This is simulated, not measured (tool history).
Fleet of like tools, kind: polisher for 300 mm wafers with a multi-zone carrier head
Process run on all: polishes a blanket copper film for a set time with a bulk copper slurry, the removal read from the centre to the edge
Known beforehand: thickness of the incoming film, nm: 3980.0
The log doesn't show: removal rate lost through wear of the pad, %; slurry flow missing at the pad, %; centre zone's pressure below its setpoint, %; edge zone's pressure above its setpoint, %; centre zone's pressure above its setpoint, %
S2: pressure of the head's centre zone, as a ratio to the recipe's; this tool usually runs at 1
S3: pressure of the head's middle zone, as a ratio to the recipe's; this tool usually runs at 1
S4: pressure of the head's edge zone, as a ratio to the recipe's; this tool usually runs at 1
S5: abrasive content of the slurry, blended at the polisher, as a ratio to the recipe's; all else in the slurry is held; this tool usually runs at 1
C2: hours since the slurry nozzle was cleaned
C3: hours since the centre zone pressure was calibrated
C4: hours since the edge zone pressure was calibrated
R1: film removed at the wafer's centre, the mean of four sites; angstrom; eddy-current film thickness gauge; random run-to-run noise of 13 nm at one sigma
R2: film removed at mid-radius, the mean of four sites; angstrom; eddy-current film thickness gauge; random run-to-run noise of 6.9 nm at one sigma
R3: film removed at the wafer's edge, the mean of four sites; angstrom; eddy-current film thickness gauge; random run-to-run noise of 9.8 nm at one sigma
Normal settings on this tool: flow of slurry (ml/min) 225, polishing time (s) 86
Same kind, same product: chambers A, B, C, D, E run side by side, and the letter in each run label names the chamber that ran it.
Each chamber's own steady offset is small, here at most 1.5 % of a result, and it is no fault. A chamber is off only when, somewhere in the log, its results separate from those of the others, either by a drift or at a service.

-- hour=5.8 chamber D: worn pad replaced by a new one
run 1E hour=10.4 | flow_of_slurry_(ml/min)=225 S2=1 S3=1 S4=1 S5=1 polishing_time_(s)=86 | wafers_polished_on_this_pad=802 C2=131.5 C3=155.3 C4=218.5 | R1=11537 R2=11427 R3=11447
run 2D hour=16.2 | flow_of_slurry_(ml/min)=225 S2=1 S3=1 S4=1 S5=1 polishing_time_(s)=86 | wafers_polished_on_this_pad=107 C2=174.1 C3=1033.4 C4=149 | R1=11265 R2=11369 R3=11510
run 3C hour=23.2 | flow_of_slurry_(ml/min)=225 S2=1 S3=1 S4=1 S5=1 polishing_time_(s)=86 | wafers_polished_on_this_pad=649 C2=510.2 C3=401.3 C4=367.5 | R1=11440 R2=11398 R3=11291
run 4A hour=34.2 | flow_of_slurry_(ml/min)=225 S2=1 S3=1 S4=1 S5=1 polishing_time_(s)=86 | wafers_polished_on_this_pad=851 C2=273.4 C3=71.4 C4=139.8 | R1=11609 R2=11568 R3=11543
-- hour=36 chamber D: centre zone pressure recalibrated
-- hour=45.2 chamber C: worn pad replaced by a new one
run 5B hour=45.8 | flow_of_slurry_(ml/min)=195 S2=1 S3=1 S4=1.1 S5=1 polishing_time_(s)=86 | wafers_polished_on_this_pad=768 C2=464.1 C3=245.1 C4=693.4 | R1=11386 R2=11122 R3=11672
-- hour=48.5 chamber B: worn pad replaced by a new one
-- hour=55.1 chamber A: worn pad replaced by a new one
run 6D hour=58 | flow_of_slurry_(ml/min)=195 S2=1 S3=1 S4=1.1 S5=1 polishing_time_(s)=86 | wafers_polished_on_this_pad=538 C2=215.9 C3=22.1 C4=190.8 | R1=11129 R2=11183 R3=11914
-- hour=59.3 chamber D: slurry nozzle cleaned
run 7C hour=63.8 | flow_of_slurry_(ml/min)=195 S2=1 S3=1 S4=1.1 S5=1 polishing_time_(s)=86 | wafers_polished_on_this_pad=191 C2=550.8 C3=441.9 C4=408.1 | R1=11270 R2=11180 R3=11920
-- hour=70.5 chamber E: worn pad replaced by a new one
run 8B hour=75.8 | flow_of_slurry_(ml/min)=195 S2=1 S3=1 S4=1.1 S5=1 polishing_time_(s)=86 | wafers_polished_on_this_pad=282 C2=494.1 C3=275.1 C4=723.4 | R1=10924 R2=11173 R3=11742
run 9A hour=85.5 | flow_of_slurry_(ml/min)=195 S2=1 S3=1 S4=1.1 S5=1 polishing_time_(s)=86 | wafers_polished_on_this_pad=313 C2=324.7 C3=122.7 C4=191.1 | R1=11330 R2=11242 R3=11943
run 10E hour=95.4 | flow_of_slurry_(ml/min)=225 S2=1 S3=1 S4=1 S5=1 polishing_time_(s)=86 | wafers_polished_on_this_pad=257 C2=216.5 C3=240.3 C4=303.5 | R1=11521 R2=11275 R3=11543
run 11C hour=102.1 | flow_of_slurry_(ml/min)=225 S2=1 S3=1 S4=1 S5=1 polishing_time_(s)=86 | wafers_polished_on_this_pad=586 C2=589.1 C3=480.2 C4=446.4 | R1=11257 R2=11430 R3=11308
-- hour=102.3 chamber B: centre zone pressure recalibrated
run 12B hour=112.1 | flow_of_slurry_(ml/min)=225 S2=1 S3=1 S4=1 S5=1 polishing_time_(s)=86 | wafers_polished_on_this_pad=656 C2=530.4 C3=9.8 C4=759.7 | R1=11514 R2=11299 R3=11468
-- hour=120.5 chamber C: worn pad replaced by a new one
-- hour=120.8 chamber C: slurry nozzle cleaned
-- hour=123.3 chamber D: worn pad replaced by a new one
run 13A hour=123.8 | flow_of_slurry_(ml/min)=225 S2=1 S3=1 S4=1 S5=1 polishing_time_(s)=86 | wafers_polished_on_this_pad=708 C2=363 C3=161 C4=229.4 | R1=11461 R2=11535 R3=11513
-- hour=127.2 chamber B: worn pad replaced by a new one
run 14D hour=134.1 | flow_of_slurry_(ml/min)=225 S2=1 S3=1 S4=1 S5=1 polishing_time_(s)=86 | wafers_polished_on_this_pad=112 C2=74.9 C3=98.2 C4=266.9 | R1=11354 R2=11265 R3=11547
-- hour=145.4 chamber E: slurry nozzle cleaned
run 15E hour=146.6 | flow_of_slurry_(ml/min)=225 S2=1 S3=1 S4=1 S5=1 polishing_time_(s)=86 | wafers_polished_on_this_pad=785 C2=1.3 C3=291.5 C4=354.7 | R1=11387 R2=11323 R3=11508
-- hour=151 chamber A: worn pad replaced by a new one
run 16A hour=156 | flow_of_slurry_(ml/min)=225 S2=1 S3=1 S4=1 S5=1 polishing_time_(s)=86 | wafers_polished_on_this_pad=51 C2=395.2 C3=193.2 C4=261.6 | R1=11569 R2=11577 R3=11450
run 17E hour=165.1 | flow_of_slurry_(ml/min)=225 S2=1 S3=1 S4=1 S5=1 polishing_time_(s)=86 | wafers_polished_on_this_pad=975 C2=19.8 C3=310 C4=373.2 | R1=11393 R2=11348 R3=11520
run 18B hour=173.1 | flow_of_slurry_(ml/min)=225 S2=1 S3=1 S4=1 S5=1 polishing_time_(s)=86 | wafers_polished_on_this_pad=473 C2=591.4 C3=70.8 C4=820.7 | R1=11432 R2=11263 R3=11525
run 19D hour=179.9 | flow_of_slurry_(ml/min)=225 S2=1 S3=1 S4=1 S5=1 polishing_time_(s)=86 | wafers_polished_on_this_pad=584 C2=120.7 C3=144 C4=312.7 | R1=11336 R2=11372 R3=11519
run 20C hour=191.1 | flow_of_slurry_(ml/min)=225 S2=1 S3=1 S4=1 S5=1 polishing_time_(s)=86 | wafers_polished_on_this_pad=728 C2=70.4 C3=569.2 C4=535.4 | R1=11549 R2=11448 R3=11305
-- hour=194 chamber B: worn pad replaced by a new one
-- hour=197.7 chamber E: worn pad replaced by a new one
run 21C hour=199 | flow_of_slurry_(ml/min)=225 S2=1 S3=1 S4=1 S5=1 polishing_time_(s)=86 | wafers_polished_on_this_pad=810 C2=78.3 C3=577.1 C4=543.3 | R1=11346 R2=11442 R3=11471
-- hour=201.6 chamber C: worn pad replaced by a new one
run 22D hour=207.5 | flow_of_slurry_(ml/min)=225 S2=1 S3=1 S4=1 S5=1 polishing_time_(s)=86 | wafers_polished_on_this_pad=868 C2=148.3 C3=171.6 C4=340.3 | R1=11331 R2=11445 R3=11351
-- hour=214.3 chamber C: centre zone pressure recalibrated
run 23A hour=220.1 | flow_of_slurry_(ml/min)=225 S2=0.89 S3=1.04 S4=1 S5=1 polishing_time_(s)=86 | wafers_polished_on_this_pad=712 C2=459.3 C3=257.3 C4=325.7 | R1=10053 R2=11837 R3=11648
-- hour=223.5 chamber D: worn pad replaced by a new one
run 24B hour=226.5 | flow_of_slurry_(ml/min)=225 S2=0.89 S3=1.04 S4=1 S5=1 polishing_time_(s)=86 | wafers_polished_on_this_pad=336 C2=644.8 C3=124.2 C4=874.1 | R1=9931.4 R2=11586 R3=11360
run 25E hour=239 | flow_of_slurry_(ml/min)=225 S2=0.89 S3=1.04 S4=1 S5=1 polishing_time_(s)=86 | wafers_polished_on_this_pad=426 C2=93.7 C3=383.9 C4=447.1 | R1=9586 R2=11764 R3=11389
run 26E hour=246 | flow_of_slurry_(ml/min)=225 S2=0.89 S3=1.04 S4=1 S5=1 polishing_time_(s)=86 | wafers_polished_on_this_pad=498 C2=100.7 C3=390.9 C4=454.1 | R1=9712.6 R2=11740 R3=11554
run 27B hour=253.3 | flow_of_slurry_(ml/min)=225 S2=0.89 S3=1.04 S4=1 S5=1 polishing_time_(s)=86 | wafers_polished_on_this_pad=612 C2=671.6 C3=151 C4=900.9 | R1=9797 R2=11693 R3=11237
-- hour=257.3 chamber A: worn pad replaced by a new one
run 28D hour=264.9 | flow_of_slurry_(ml/min)=225 S2=1 S3=1 S4=1 S5=1 polishing_time_(s)=86 | wafers_polished_on_this_pad=427 C2=205.7 C3=229 C4=397.7 | R1=11437 R2=11390 R3=11554
-- hour=268.5 chamber B: worn pad replaced by a new one
run 29A hour=270.9 | flow_of_slurry_(ml/min)=225 S2=1 S3=1 S4=1 S5=1 polishing_time_(s)=86 | wafers_polished_on_this_pad=140 C2=510.1 C3=308.1 C4=376.5 | R1=11829 R2=11414 R3=11573
-- hour=271.4 chamber A: edge zone pressure recalibrated
-- hour=274.9 chamber B: slurry nozzle cleaned
-- hour=279.5 chamber C: worn pad replaced by a new one
run 30C hour=279.7 | flow_of_slurry_(ml/min)=225 S2=1 S3=1 S4=1 S5=1 polishing_time_(s)=86 | wafers_polished_on_this_pad=2 C2=159 C3=65.4 C4=624 | R1=11566 R2=11468 R3=11483
-- hour=285.7 chamber C: edge zone pressure recalibrated
run 31E hour=292.4 | flow_of_slurry_(ml/min)=225 S2=1 S3=1 S4=1 S5=1 polishing_time_(s)=86 | wafers_polished_on_this_pad=977 C2=147.1 C3=437.3 C4=500.5 | R1=10868 R2=11395 R3=11435
run 32A hour=298.4 | flow_of_slurry_(ml/min)=200 S2=1 S3=1 S4=1 S5=0.8 polishing_time_(s)=86 | wafers_polished_on_this_pad=424 C2=537.6 C3=335.6 C4=27 | R1=10952 R2=10909 R3=10840
run 33B hour=306.1 | flow_of_slurry_(ml/min)=200 S2=1 S3=1 S4=1 S5=0.8 polishing_time_(s)=86 | wafers_polished_on_this_pad=387 C2=31.3 C3=203.8 C4=953.7 | R1=10781 R2=10643 R3=10913
run 34C hour=314.6 | flow_of_slurry_(ml/min)=200 S2=1 S3=1 S4=1 S5=0.8 polishing_time_(s)=86 | wafers_polished_on_this_pad=362 C2=193.9 C3=100.3 C4=28.9 | R1=10827 R2=10748 R3=10729
-- hour=315.5 chamber D: slurry nozzle cleaned
run 35D hour=324.9 | flow_of_slurry_(ml/min)=200 S2=1 S3=1 S4=1 S5=0.8 polishing_time_(s)=86 | wafers_polished_on_this_pad=1046 C2=9.4 C3=289 C4=457.7 | R1=10707 R2=10750 R3=10608
-- hour=332.2 chamber E: worn pad replaced by a new one
run 36B hour=332.3 | flow_of_slurry_(ml/min)=200 S2=1 S3=1 S4=1 S5=0.8 polishing_time_(s)=86 | wafers_polished_on_this_pad=658 C2=57.5 C3=230 C4=979.9 | R1=10719 R2=10577 R3=10996
-- hour=336.9 chamber D: worn pad replaced by a new one
run 37C hour=344.8 | flow_of_slurry_(ml/min)=225 S2=1 S3=1 S4=1 S5=1 polishing_time_(s)=86 | wafers_polished_on_this_pad=673 C2=224.1 C3=130.5 C4=59.1 | R1=11493 R2=11276 R3=11477
run 38D hour=351.9 | flow_of_slurry_(ml/min)=225 S2=1 S3=1 S4=1 S5=1 polishing_time_(s)=86 | wafers_polished_on_this_pad=155 C2=36.4 C3=316 C4=484.7 | R1=11269 R2=11371 R3=11552
run 39E hour=359.2 | flow_of_slurry_(ml/min)=225 S2=1 S3=1.04 S4=1 S5=1 polishing_time_(s)=86 | wafers_polished_on_this_pad=278 C2=213.9 C3=504.1 C4=567.3 | R1=10348 R2=11753 R3=11384
run 40A hour=368.6 | flow_of_slurry_(ml/min)=225 S2=1 S3=1.04 S4=1 S5=1 polishing_time_(s)=86 | wafers_polished_on_this_pad=1147 C2=607.8 C3=405.8 C4=97.2 | R1=11560 R2=12067 R3=11387
run 41E hour=380.2 | flow_of_slurry_(ml/min)=225 S2=1 S3=1.04 S4=1 S5=1 polishing_time_(s)=86 | wafers_polished_on_this_pad=495 C2=234.9 C3=525.1 C4=588.3 | R1=10552 R2=11606 R3=11517

Next, all 5 chambers run the settings below, one line each with question marks for the results. What does each chamber give?
run 42A hour=389.7 | flow_of_slurry_(ml/min)=225 S2=1 S3=1 S4=1 S5=1 polishing_time_(s)=86 | R1=? R2=? R3=?
run 42B hour=389.7 | flow_of_slurry_(ml/min)=225 S2=1 S3=1 S4=1 S5=1 polishing_time_(s)=86 | R1=? R2=? R3=?
run 42C hour=389.7 | flow_of_slurry_(ml/min)=225 S2=1 S3=1 S4=1 S5=1 polishing_time_(s)=86 | R1=? R2=? R3=?
run 42D hour=389.7 | flow_of_slurry_(ml/min)=225 S2=1 S3=1 S4=1 S5=1 polishing_time_(s)=86 | R1=? R2=? R3=?
run 42E hour=389.7 | flow_of_slurry_(ml/min)=225 S2=1 S3=1 S4=1 S5=1 polishing_time_(s)=86 | R1=? R2=? R3=?

run=42A R1=11396 R2=11631 R3=11599
run=42B R1=11461 R2=11414 R3=11557
run=42C R1=11726 R2=11467 R3=11478
run=42D R1=11368 R2=11398 R3=11366
run=42E R1=10423 R2=11270 R3=11603

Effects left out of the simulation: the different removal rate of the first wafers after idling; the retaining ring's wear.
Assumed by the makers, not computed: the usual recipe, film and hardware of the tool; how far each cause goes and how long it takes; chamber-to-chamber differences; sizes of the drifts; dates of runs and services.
